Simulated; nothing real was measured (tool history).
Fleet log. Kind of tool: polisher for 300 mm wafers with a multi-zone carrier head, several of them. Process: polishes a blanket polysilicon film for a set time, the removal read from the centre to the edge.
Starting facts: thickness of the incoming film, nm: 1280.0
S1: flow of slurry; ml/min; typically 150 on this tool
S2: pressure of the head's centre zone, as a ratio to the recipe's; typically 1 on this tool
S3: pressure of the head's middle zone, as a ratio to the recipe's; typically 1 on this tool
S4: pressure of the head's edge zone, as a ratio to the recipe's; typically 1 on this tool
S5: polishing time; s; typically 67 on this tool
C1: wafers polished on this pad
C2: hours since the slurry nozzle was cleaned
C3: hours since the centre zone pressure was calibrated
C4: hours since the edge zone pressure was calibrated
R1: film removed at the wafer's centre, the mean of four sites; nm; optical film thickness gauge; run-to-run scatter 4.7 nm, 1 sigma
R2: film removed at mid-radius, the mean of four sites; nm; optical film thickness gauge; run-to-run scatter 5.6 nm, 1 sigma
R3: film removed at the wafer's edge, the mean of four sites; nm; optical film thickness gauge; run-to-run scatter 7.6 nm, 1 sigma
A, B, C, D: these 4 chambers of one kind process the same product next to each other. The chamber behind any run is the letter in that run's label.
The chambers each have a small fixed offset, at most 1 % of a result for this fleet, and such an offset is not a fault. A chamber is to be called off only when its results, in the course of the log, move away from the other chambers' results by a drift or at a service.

run 1A hour=5.9 | S1=150 S2=1 S3=1 S4=1 S5=67 | C1=1022 C2=298.2 C3=489.3 C4=548.8 | R1=530.83 R2=519.75 R3=511.29
-- hour=8.3 chamber C: worn pad replaced by a new one
run 2C hour=11.4 | S1=150 S2=1 S3=1 S4=1 S5=67 | C1=24 C2=175.1 C3=1227.9 C4=168.8 | R1=534.91 R2=523.99 R3=522.78
-- hour=14.7 chamber B: worn pad replaced by a new one
run 3D hour=16 | S1=150 S2=1 S3=1 S4=1 S5=67 | C1=333 C2=67 C3=454.4 C4=349.8 | R1=523.7 R2=526.74 R3=531.46
run 4B hour=19.5 | S1=150 S2=1 S3=1 S4=1 S5=67 | C1=38 C2=185.5 C3=358.5 C4=1016.1 | R1=517.48 R2=518.84 R3=527.01
-- hour=22.4 chamber B: edge zone pressure recalibrated
run 5B hour=24.5 | S1=150 S2=1 S3=1 S4=1 S5=67 | C1=77 C2=190.5 C3=363.5 C4=2.1 | R1=522.1 R2=520.33 R3=531.04
run 6A hour=29.3 | S1=150 S2=1 S3=1 S4=1 S5=67 | C1=1207 C2=321.6 C3=512.7 C4=572.2 | R1=524.07 R2=525.96 R3=532.38
run 7C hour=36.3 | S1=150 S2=1 S3=1 S4=1 S5=67 | C1=221 C2=200 C3=1252.8 C4=193.7 | R1=524.53 R2=538.52 R3=526.83
run 8D hour=40.1 | S1=150 S2=1 S3=1.06 S4=1 S5=67 | C1=524 C2=91.1 C3=478.5 C4=373.9 | R1=528.19 R2=553.95 R3=532.65
run 9A hour=46.8 | S1=150 S2=1 S3=1.06 S4=1 S5=67 | C1=1346 C2=339.1 C3=530.2 C4=589.7 | R1=512.99 R2=546.63 R3=509.36
run 10B hour=52.1 | S1=150 S2=1 S3=1.06 S4=1 S5=67 | C1=296 C2=218.1 C3=391.1 C4=29.7 | R1=510.16 R2=556.43 R3=521.85
run 11D hour=56.7 | S1=150 S2=1 S3=1.06 S4=1 S5=67 | C1=655 C2=107.7 C3=495.1 C4=390.5 | R1=532.19 R2=562.14 R3=532.71
-- hour=57 chamber A: worn pad replaced by a new one
run 12C hour=61.2 | S1=150 S2=1 S3=0.95 S4=1 S5=57 | C1=418 C2=224.9 C3=1277.7 C4=218.6 | R1=446.44 R2=438.35 R3=449.04
run 13A hour=64.4 | S1=150 S2=1 S3=0.95 S4=1 S5=57 | C1=58 C2=356.7 C3=547.8 C4=607.3 | R1=450.31 R2=432.15 R3=446.76
-- hour=65.7 chamber D: centre zone pressure recalibrated
-- hour=69.1 chamber D: worn pad replaced by a new one
run 14D hour=71 | S1=150 S2=1 S3=0.95 S4=1 S5=57 | C1=15 C2=122 C3=5.4 C4=404.8 | R1=453.29 R2=435.57 R3=448.4
-- hour=71.9 chamber B: worn pad replaced by a new one
run 15C hour=75.4 | S1=150 S2=1 S3=0.95 S4=1 S5=57 | C1=531 C2=239.1 C3=1291.9 C4=232.8 | R1=445.21 R2=430.49 R3=447.99
run 16B hour=80.5 | S1=150 S2=1 S3=1 S4=1 S5=67 | C1=68 C2=246.5 C3=419.5 C4=58.1 | R1=499.75 R2=526.32 R3=530.54
run 17D hour=86.1 | S1=190 S2=1 S3=1 S4=1 S5=67 | C1=134 C2=137.1 C3=20.5 C4=419.9 | R1=556.67 R2=562.09 R3=551.24
run 18C hour=90.4 | S1=190 S2=1 S3=1 S4=1 S5=67 | C1=649 C2=254.1 C3=1306.9 C4=247.8 | R1=547.06 R2=558.48 R3=541.98
run 19B hour=95.6 | S1=190 S2=1 S3=1 S4=1 S5=67 | C1=187 C2=261.6 C3=434.6 C4=73.2 | R1=515.21 R2=541.3 R3=532.46
run 20A hour=101.6 | S1=190 S2=1 S3=1 S4=1 S5=67 | C1=352 C2=393.9 C3=585 C4=644.5 | R1=555.24 R2=547.36 R3=537.69
run 21C hour=106 | S1=150 S2=1 S3=1 S4=1 S5=67 | C1=773 C2=269.7 C3=1322.5 C4=263.4 | R1=521.9 R2=536.26 R3=542.43
run 22D hour=111.5 | S1=150 S2=1 S3=1.11 S4=1 S5=67 | C1=335 C2=162.5 C3=45.9 C4=445.3 | R1=530.19 R2=588.98 R3=520.78
run 23B hour=118 | S1=150 S2=1 S3=1.11 S4=1 S5=67 | C1=365 C2=284 C3=457 C4=95.6 | R1=487.09 R2=569.1 R3=541.48
run 24A hour=121.3 | S1=150 S2=1 S3=1.11 S4=1 S5=67 | C1=508 C2=413.6 C3=604.7 C4=664.2 | R1=527.46 R2=570.63 R3=521.55

For the next run the whole fleet of 4 chambers uses the same settings. Give each chamber's results:
run 25A hour=126.5 | S1=150 S2=0.95 S3=1 S4=1 S5=67 | R1=? R2=? R3=?
run 25B hour=126.5 | S1=150 S2=0.95 S3=1 S4=1 S5=67 | R1=? R2=? R3=?
run 25C hour=126.5 | S1=150 S2=0.95 S3=1 S4=1 S5=67 | R1=? R2=? R3=?
run 25D hour=126.5 | S1=150 S2=0.95 S3=1 S4=1 S5=67 | R1=? R2=? R3=?

run=25A R1=499.91 R2=523.74 R3=524.36
run=25B R1=459.67 R2=507.38 R3=510.88
run=25C R1=499.07 R2=530.67 R3=534.72
run=25D R1=501.81 R2=528.07 R3=526.42

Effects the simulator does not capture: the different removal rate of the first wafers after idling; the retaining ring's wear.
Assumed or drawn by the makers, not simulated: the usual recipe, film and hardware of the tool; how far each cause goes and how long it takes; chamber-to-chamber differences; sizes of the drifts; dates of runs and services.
